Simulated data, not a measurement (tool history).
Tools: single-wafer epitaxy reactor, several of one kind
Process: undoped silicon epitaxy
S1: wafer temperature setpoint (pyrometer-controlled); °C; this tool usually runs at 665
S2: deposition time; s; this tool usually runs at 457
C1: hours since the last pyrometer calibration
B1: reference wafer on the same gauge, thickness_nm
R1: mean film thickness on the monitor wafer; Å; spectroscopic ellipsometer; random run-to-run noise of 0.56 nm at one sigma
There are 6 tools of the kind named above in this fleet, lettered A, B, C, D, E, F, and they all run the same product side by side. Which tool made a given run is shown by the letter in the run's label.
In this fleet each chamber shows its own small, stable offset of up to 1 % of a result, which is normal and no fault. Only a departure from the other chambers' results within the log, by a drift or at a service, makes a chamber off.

run,hour,S1,S2,C1,B1,R1
1B,3.5,665,457,1545.8,126.02,1047
2A,7.5,665,457,253.4,125.92,1053.8
3D,11.5,665,457,1791.4,125.89,1047.2
4C,16.7,665,457,2230.7,125.93,1064
5E,20.1,665,457,2080,125.95,1047.9
6F,25.1,678,457,552.3,126.01,1391.7
7C,29.4,678,457,2243.4,126.15,1393.1
8B,33.9,678,457,1576.2,125.92,1395.4
9F,36.9,678,457,564.1,125.79,1396.2
10A,42.2,678,457,288.1,125.98,1379
11E,45,678,457,2104.9,126,1361.1
12D,49.2,665,457,1829.1,126.03,1051.5
13E,54.2,665,457,2114.1,126.21,1043.3
14B,56.8,665,457,1599.1,125.83,1059.6
15C,62.4,665,457,2276.4,125.91,1065.9
16D,67.5,665,457,1847.4,126.01,1054.8
17A,72.6,665,457,318.5,126.12,1055.6
18F,77.1,665,457,604.3,126.02,1070.8
19E,79.8,665,457,2139.7,125.89,1057.5
20A,85,674,500,330.9,125.99,1386
21C,90.6,674,500,2304.6,125.95,1387.7
22D,94.1,674,500,1874,126.03,1399
23F,97.4,674,500,624.6,126,1411.3
24B,101.4,674,500,1643.7,126.1,1389.9
25A,104.7,674,500,350.6,126.02,1398.7
# hour 109.6: chamber D: pyrometer calibrated
26C,110,665,457,2324,126.22,1058.5
27B,112.5,650,531,1654.8,126.05,889.87
28E,118.1,650,531,2178,125.96,887.26
29D,121.1,650,531,11.6,126,963.58
30F,125.5,650,531,652.7,125.97,900.67
31A,130.4,650,531,376.3,125.85,881.46
32B,135.5,650,531,1677.8,126.21,882.13
33D,138.5,665,457,29,126.26,1134.8
34E,143.3,665,457,2203.2,125.96,1046
35C,146.9,665,457,2360.9,126.07,1054.7
36F,152,659,484,679.2,125.91,992.17
37C,154.5,659,484,2368.5,125.96,988.94
38F,158.6,659,484,685.8,126.04,1001.7
39B,163.8,659,484,1706.1,125.97,977.54
40D,169.1,659,484,59.6,125.98,1057
41A,172.7,659,484,418.6,126.03,973.46
42E,178.1,665,457,2238,126.21,1050.7
43A,180.6,665,457,426.5,125.97,1049.6
44B,185.1,665,457,1727.4,126.07,1064.9

Read the log: is a single chamber off, either drifting away or since a service, is the gauge that measures every chamber drifting, or is nothing wrong beyond small per-chamber offsets? Name any odd chamber and what most likely caused it.

The work done on chamber D during a service left it standing apart from the others.
What lies behind it: wafer temperature above the value expected at the setpoint (K) = 3.38.

Here are 4 candidates for chamber D's next run, each the usual settings with a change, their results left as question marks. Which one brings its results back in line with what the others give on the usual settings?
Maximum distance from the other chambers' mean on the usual settings for a result to count as in line: R1 20 Å
45D-1,189.1,668,457,,,?
45D-2,189.1,663,448,,,?
45D-3,189.1,665,472,,,?
45D-4,189.1,665,442,,,?

The other chambers' mean on the usual settings: R1 1057.1 Å
run,R1
45D-1,1206.9
45D-2,1066.5
45D-3,1171.4
45D-4,1097
The answer is 45D-2, which returns the chamber to within the allowed miss of the others.
